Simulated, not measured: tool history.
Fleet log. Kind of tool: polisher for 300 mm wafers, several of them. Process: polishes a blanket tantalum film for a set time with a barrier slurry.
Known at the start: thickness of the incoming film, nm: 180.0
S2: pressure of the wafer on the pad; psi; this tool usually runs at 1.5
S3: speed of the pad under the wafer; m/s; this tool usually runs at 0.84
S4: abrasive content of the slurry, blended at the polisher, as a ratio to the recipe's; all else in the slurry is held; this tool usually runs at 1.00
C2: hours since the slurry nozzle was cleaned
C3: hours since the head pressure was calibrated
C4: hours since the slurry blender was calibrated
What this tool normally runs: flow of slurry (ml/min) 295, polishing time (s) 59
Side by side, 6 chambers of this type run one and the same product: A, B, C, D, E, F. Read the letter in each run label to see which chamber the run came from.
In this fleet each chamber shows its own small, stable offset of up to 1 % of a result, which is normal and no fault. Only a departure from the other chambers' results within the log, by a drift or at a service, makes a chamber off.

Run 1B, hour 4.3: usual settings; wafers polished on this pad 1079; C2 202.1; C3 337.9; C4 266.2. Result: film removed (nm) 69.315.
At hour 4.5: chamber A: worn pad replaced by a new one.
At hour 4.6: chamber C: slurry nozzle cleaned.
Run 2E, hour 12.1: usual settings; wafers polished on this pad 165; C2 380.8; C3 1127.6; C4 156.4. Result: film removed (nm) 69.495.
At hour 16.7: chamber E: head pressure recalibrated.
Run 3F, hour 21.5: usual settings; wafers polished on this pad 835; C2 62.0; C3 656.3; C4 106.8. Result: film removed (nm) 70.947.
Run 4A, hour 26.8: usual settings; wafers polished on this pad 142; C2 53.2; C3 329.6; C4 37.7. Result: film removed (nm) 70.130.
Run 5D, hour 35.6: usual settings; wafers polished on this pad 476; C2 131.0; C3 556.3; C4 73.5. Result: film removed (nm) 70.346.
At hour 38.2: chamber B: worn pad replaced by a new one.
Run 6C, hour 44.1: usual settings; wafers polished on this pad 667; C2 39.5; C3 255.9; C4 120.5. Result: film removed (nm) 70.516.
Run 7D, hour 48.7: usual settings; wafers polished on this pad 560; C2 144.1; C3 569.4; C4 86.6. Result: film removed (nm) 69.364.
Run 8E, hour 57.8: usual settings; wafers polished on this pad 456; C2 426.5; C3 41.1; C4 202.1. Result: film removed (nm) 69.395.
At hour 59.3: chamber C: worn pad replaced by a new one.
Run 9C, hour 63.0: usual settings; wafers polished on this pad 23; C2 58.4; C3 274.8; C4 139.4. Result: film removed (nm) 69.763.
Run 10F, hour 68.3: usual settings but S2 1.9 psi; wafers polished on this pad 1134; C2 108.8; C3 703.1; C4 153.6. Result: film removed (nm) 89.500.
Run 11B, hour 73.1: usual settings but S2 1.9 psi; wafers polished on this pad 222; C2 270.9; C3 406.7; C4 335.0. Result: film removed (nm) 87.520.
At hour 75.5: chamber B: slurry blender recalibrated.
At hour 77.4: chamber C: head pressure recalibrated.
Run 12A, hour 82.4: usual settings but S2 1.9 psi; wafers polished on this pad 496; C2 108.8; C3 385.2; C4 93.3. Result: film removed (nm) 87.847.
At hour 83.1: chamber D: worn pad replaced by a new one.
At hour 87.9: chamber F: head pressure recalibrated.
Run 13D, hour 91.7: usual settings but S2 1.9 psi; wafers polished on this pad 55; C2 187.1; C3 612.4; C4 129.6. Result: film removed (nm) 88.643.
Run 14B, hour 96.8: usual settings but S2 1.9 psi; wafers polished on this pad 373; C2 294.6; C3 430.4; C4 21.4. Result: film removed (nm) 87.166.
Run 15A, hour 100.9: usual settings but S2 1.9 psi; wafers polished on this pad 614; C2 127.3; C3 403.7; C4 111.8. Result: film removed (nm) 88.203.
At hour 102.9: chamber F: worn pad replaced by a new one.
At hour 104.0: chamber E: slurry nozzle cleaned.
Run 16F, hour 108.1: usual settings; wafers polished on this pad 33; C2 148.6; C3 20.2; C4 193.4. Result: film removed (nm) 66.988.
Run 17C, hour 117.1: usual settings; wafers polished on this pad 368; C2 112.5; C3 39.8; C4 193.5. Result: film removed (nm) 69.472.
Run 18E, hour 125.1: usual settings; wafers polished on this pad 885; C2 21.2; C3 108.4; C4 269.4. Result: film removed (nm) 69.673.
Run 19B, hour 132.7: usual settings; wafers polished on this pad 602; C2 330.5; C3 466.3; C4 57.3. Result: film removed (nm) 69.580.
At hour 132.8: chamber E: slurry blender recalibrated.
At hour 139.2: chamber C: slurry blender recalibrated.
Run 20E, hour 142.2: usual settings; wafers polished on this pad 994; C2 38.3; C3 125.5; C4 9.4. Result: film removed (nm) 69.653.
At hour 145.2: chamber A: worn pad replaced by a new one.
Run 21D, hour 147.9: usual settings; wafers polished on this pad 413; C2 243.3; C3 668.6; C4 185.8. Result: film removed (nm) 70.574.
Run 22A, hour 156.1: usual settings; wafers polished on this pad 69; C2 182.5; C3 458.9; C4 167.0. Result: film removed (nm) 70.042.
Run 23F, hour 164.2: usual settings but S3 0.66 m/s, polishing time (s) 78; wafers polished on this pad 390; C2 204.7; C3 76.3; C4 249.5. Result: film removed (nm) 69.614.
Run 24C, hour 172.7: usual settings but S3 0.66 m/s, polishing time (s) 78; wafers polished on this pad 722; C2 168.1; C3 95.4; C4 33.6. Result: film removed (nm) 72.565.
Run 25C, hour 181.9: usual settings but S3 0.66 m/s, polishing time (s) 78; wafers polished on this pad 781; C2 177.3; C3 104.6; C4 42.8. Result: film removed (nm) 72.253.
At hour 184.4: chamber F: slurry nozzle cleaned.
At hour 184.6: chamber E: worn pad replaced by a new one.
At hour 189.4: chamber B: head pressure recalibrated.
Run 26E, hour 190.9: usual settings but S3 0.66 m/s, polishing time (s) 78; wafers polished on this pad 40; C2 87.0; C3 174.2; C4 58.1. Result: film removed (nm) 73.104.
Run 27A, hour 199.1: usual settings but S3 0.66 m/s, polishing time (s) 78; wafers polished on this pad 343; C2 225.5; C3 501.9; C4 210.0. Result: film removed (nm) 73.763.
At hour 202.9: chamber A: head pressure recalibrated.
Run 28B, hour 206.7: usual settings but S3 0.66 m/s, polishing time (s) 78; wafers polished on this pad 1073; C2 404.5; C3 17.3; C4 131.3. Result: film removed (nm) 72.134.
At hour 210.2: chamber A: slurry blender recalibrated.
At hour 210.3: chamber C: worn pad replaced by a new one.
Run 29D, hour 212.3: usual settings; wafers polished on this pad 823; C2 307.7; C3 733.0; C4 250.2. Result: film removed (nm) 68.710.
At hour 215.6: chamber D: worn pad replaced by a new one.
Run 30F, hour 218.8: usual settings; wafers polished on this pad 738; C2 34.4; C3 130.9; C4 304.1. Result: film removed (nm) 66.432.
Run 31F, hour 224.4: usual settings; wafers polished on this pad 774; C2 40.0; C3 136.5; C4 309.7. Result: film removed (nm) 66.700.
Run 32A, hour 231.8: usual settings; wafers polished on this pad 551; C2 258.2; C3 29.0; C4 21.7. Result: film removed (nm) 70.624.
Run 33D, hour 237.2: usual settings; wafers polished on this pad 137; C2 332.6; C3 757.9; C4 275.1. Result: film removed (nm) 69.406.
Run 34B, hour 244.7: usual settings; wafers polished on this pad 1316; C2 442.5; C3 55.3; C4 169.3. Result: film removed (nm) 69.553.
At hour 247.0: chamber B: worn pad replaced by a new one.
Run 35C, hour 251.1: usual settings but S4 1.15, polishing time (s) 46; wafers polished on this pad 260; C2 246.5; C3 173.8; C4 112.0. Result: film removed (nm) 56.475.
Run 36E, hour 256.4: usual settings but S4 1.15, polishing time (s) 46; wafers polished on this pad 457; C2 152.5; C3 239.7; C4 123.6. Result: film removed (nm) 56.732.
Run 37B, hour 264.3: usual settings but S4 1.15, polishing time (s) 46; wafers polished on this pad 110; C2 462.1; C3 74.9; C4 188.9. Result: film removed (nm) 55.483.
Run 38C, hour 271.8: usual settings but S4 1.15, polishing time (s) 46; wafers polished on this pad 392; C2 267.2; C3 194.5; C4 132.7. Result: film removed (nm) 55.681.
Run 39F, hour 279.1: usual settings but S4 1.15, polishing time (s) 46; wafers polished on this pad 1123; C2 94.7; C3 191.2; C4 364.4. Result: film removed (nm) 53.749.
Run 40D, hour 287.1: usual settings but S4 1.15, polishing time (s) 46; wafers polished on this pad 455; C2 382.5; C3 807.8; C4 325.0. Result: film removed (nm) 56.903.

The same settings go to every chamber for the next run, one line per chamber below. Forecast the results for each:
Run 41A, hour 293.9: usual settings but flow of slurry (ml/min) 370. Result: film removed (nm) ?.
Run 41B, hour 293.9: usual settings but flow of slurry (ml/min) 370. Result: film removed (nm) ?.
Run 41C, hour 293.9: usual settings but flow of slurry (ml/min) 370. Result: film removed (nm) ?.
Run 41D, hour 293.9: usual settings but flow of slurry (ml/min) 370. Result: film removed (nm) ?.
Run 41E, hour 293.9: usual settings but flow of slurry (ml/min) 370. Result: film removed (nm) ?.
Run 41F, hour 293.9: usual settings but flow of slurry (ml/min) 370. Result: film removed (nm) ?.

run  film removed (nm)
41A             71.147
41B             70.700
41C             70.428
41D             71.414
41E             70.458
41F             66.939
